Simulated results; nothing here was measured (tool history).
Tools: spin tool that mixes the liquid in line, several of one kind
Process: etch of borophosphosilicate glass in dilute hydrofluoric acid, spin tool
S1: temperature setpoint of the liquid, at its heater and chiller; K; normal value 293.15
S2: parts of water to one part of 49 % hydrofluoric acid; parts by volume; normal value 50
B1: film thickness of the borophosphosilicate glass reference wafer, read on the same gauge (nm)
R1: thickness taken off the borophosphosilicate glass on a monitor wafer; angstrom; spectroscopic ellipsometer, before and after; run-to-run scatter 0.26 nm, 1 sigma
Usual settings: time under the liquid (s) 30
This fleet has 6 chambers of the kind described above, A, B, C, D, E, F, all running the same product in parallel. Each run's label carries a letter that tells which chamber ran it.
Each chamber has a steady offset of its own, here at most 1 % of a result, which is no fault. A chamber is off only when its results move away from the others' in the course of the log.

{"hour": 7.4, "done": "chamber D: hydrofluoric acid flow meter replaced"}
{"run": "1D", "hour": 7.4, "S1": 293.15, "S2": 50, "time under the liquid (s)": 30, "B1": 49.998, "R1": 362.06}
{"run": "2F", "hour": 11.9, "S1": 293.15, "S2": 50, "time under the liquid (s)": 30, "B1": 49.998, "R1": 369.48}
{"run": "3B", "hour": 20.7, "S1": 293.15, "S2": 50, "time under the liquid (s)": 30, "B1": 50.001, "R1": 365.5}
{"run": "4A", "hour": 26.6, "S1": 293.15, "S2": 50, "time under the liquid (s)": 30, "B1": 49.995, "R1": 366.07}
{"run": "5E", "hour": 34.3, "S1": 293.15, "S2": 50, "time under the liquid (s)": 30, "B1": 50.012, "R1": 364.42}
{"run": "6C", "hour": 39.9, "S1": 293.15, "S2": 50, "time under the liquid (s)": 30, "B1": 50.007, "R1": 368.25}
{"run": "7F", "hour": 48.9, "S1": 293.15, "S2": 50, "time under the liquid (s)": 30, "B1": 50.019, "R1": 360.53}
{"run": "8A", "hour": 56.9, "S1": 293.15, "S2": 50, "time under the liquid (s)": 30, "B1": 50.011, "R1": 359.23}
{"run": "9C", "hour": 65.7, "S1": 293.15, "S2": 50, "time under the liquid (s)": 30, "B1": 50.003, "R1": 369.29}
{"run": "10B", "hour": 70.9, "S1": 293.15, "S2": 50, "time under the liquid (s)": 30, "B1": 50.015, "R1": 360.66}
{"run": "11D", "hour": 76.8, "S1": 293.15, "S2": 50, "time under the liquid (s)": 30, "B1": 50.023, "R1": 364.13}
{"run": "12E", "hour": 83.5, "S1": 293.15, "S2": 50, "time under the liquid (s)": 30, "B1": 50.003, "R1": 362.98}
{"run": "13D", "hour": 92.0, "S1": 293.15, "S2": 50, "time under the liquid (s)": 30, "B1": 49.989, "R1": 369.2}
{"run": "14E", "hour": 101.5, "S1": 293.15, "S2": 50, "time under the liquid (s)": 30, "B1": 49.999, "R1": 369.26}
{"run": "15A", "hour": 108.1, "S1": 297.15, "S2": 30, "time under the liquid (s)": 30, "B1": 50.016, "R1": 725.2}
{"run": "16F", "hour": 115.6, "S1": 297.15, "S2": 30, "time under the liquid (s)": 30, "B1": 50.019, "R1": 741.09}
{"run": "17C", "hour": 124.0, "S1": 297.15, "S2": 30, "time under the liquid (s)": 30, "B1": 49.994, "R1": 745.93}
{"run": "18B", "hour": 132.3, "S1": 297.15, "S2": 30, "time under the liquid (s)": 30, "B1": 50.015, "R1": 737.77}
{"run": "19E", "hour": 139.1, "S1": 297.15, "S2": 30, "time under the liquid (s)": 30, "B1": 50.028, "R1": 744.1}
{"run": "20F", "hour": 149.0, "S1": 297.15, "S2": 30, "time under the liquid (s)": 30, "B1": 49.976, "R1": 748.19}
{"run": "21C", "hour": 153.4, "S1": 293.15, "S2": 50, "time under the liquid (s)": 30, "B1": 49.993, "R1": 369.2}
{"run": "22A", "hour": 161.1, "S1": 293.15, "S2": 50, "time under the liquid (s)": 30, "B1": 50.01, "R1": 348.64}
{"hour": 163.6, "done": "chamber F: hydrofluoric acid flow meter replaced"}
{"run": "23D", "hour": 169.5, "S1": 293.15, "S2": 50, "time under the liquid (s)": 30, "B1": 49.992, "R1": 367.41}
{"run": "24B", "hour": 177.2, "S1": 293.15, "S2": 50, "time under the liquid (s)": 30, "B1": 50.024, "R1": 361.77}
{"run": "25E", "hour": 187.1, "S1": 290.65, "S2": 50, "time under the liquid (s)": 45, "B1": 49.988, "R1": 487.68}
{"run": "26F", "hour": 193.9, "S1": 290.65, "S2": 50, "time under the liquid (s)": 45, "B1": 49.978, "R1": 490.37}
{"run": "27C", "hour": 200.6, "S1": 290.65, "S2": 50, "time under the liquid (s)": 45, "B1": 50.015, "R1": 495.17}
{"run": "28B", "hour": 205.5, "S1": 290.65, "S2": 50, "time under the liquid (s)": 45, "B1": 49.996, "R1": 485.94}
{"run": "29D", "hour": 211.1, "S1": 290.65, "S2": 50, "time under the liquid (s)": 45, "B1": 50.001, "R1": 496.31}
{"run": "30A", "hour": 217.4, "S1": 290.65, "S2": 50, "time under the liquid (s)": 45, "B1": 49.996, "R1": 450.92}
{"run": "31E", "hour": 221.8, "S1": 293.15, "S2": 50, "time under the liquid (s)": 30, "B1": 50.013, "R1": 367.44}
{"run": "32A", "hour": 227.3, "S1": 293.15, "S2": 50, "time under the liquid (s)": 30, "B1": 50, "R1": 333.15}
{"run": "33C", "hour": 235.2, "S1": 293.15, "S2": 50, "time under the liquid (s)": 30, "B1": 49.995, "R1": 358.32}
{"run": "34D", "hour": 239.9, "S1": 293.15, "S2": 50, "time under the liquid (s)": 30, "B1": 50.016, "R1": 366.63}
{"run": "35B", "hour": 248.3, "S1": 293.15, "S2": 50, "time under the liquid (s)": 30, "B1": 49.998, "R1": 360.23}
{"run": "36F", "hour": 254.3, "S1": 293.15, "S2": 50, "time under the liquid (s)": 30, "B1": 49.99, "R1": 364.49}

All chambers now run identical settings, listed one chamber a line with results as question marks. What results will each chamber show?
{"run": "37A", "hour": 261.4, "S1": 293.15, "S2": 40, "time under the liquid (s)": 30, "R1": "?"}
{"run": "37B", "hour": 261.4, "S1": 293.15, "S2": 40, "time under the liquid (s)": 30, "R1": "?"}
{"run": "37C", "hour": 261.4, "S1": 293.15, "S2": 40, "time under the liquid (s)": 30, "R1": "?"}
{"run": "37D", "hour": 261.4, "S1": 293.15, "S2": 40, "time under the liquid (s)": 30, "R1": "?"}
{"run": "37E", "hour": 261.4, "S1": 293.15, "S2": 40, "time under the liquid (s)": 30, "R1": "?"}
{"run": "37F", "hour": 261.4, "S1": 293.15, "S2": 40, "time under the liquid (s)": 30, "R1": "?"}

run=37A R1=413.33
run=37B R1=463.33
run=37C R1=460.59
run=37D R1=467.8
run=37E R1=463.37
run=37F R1=464.7
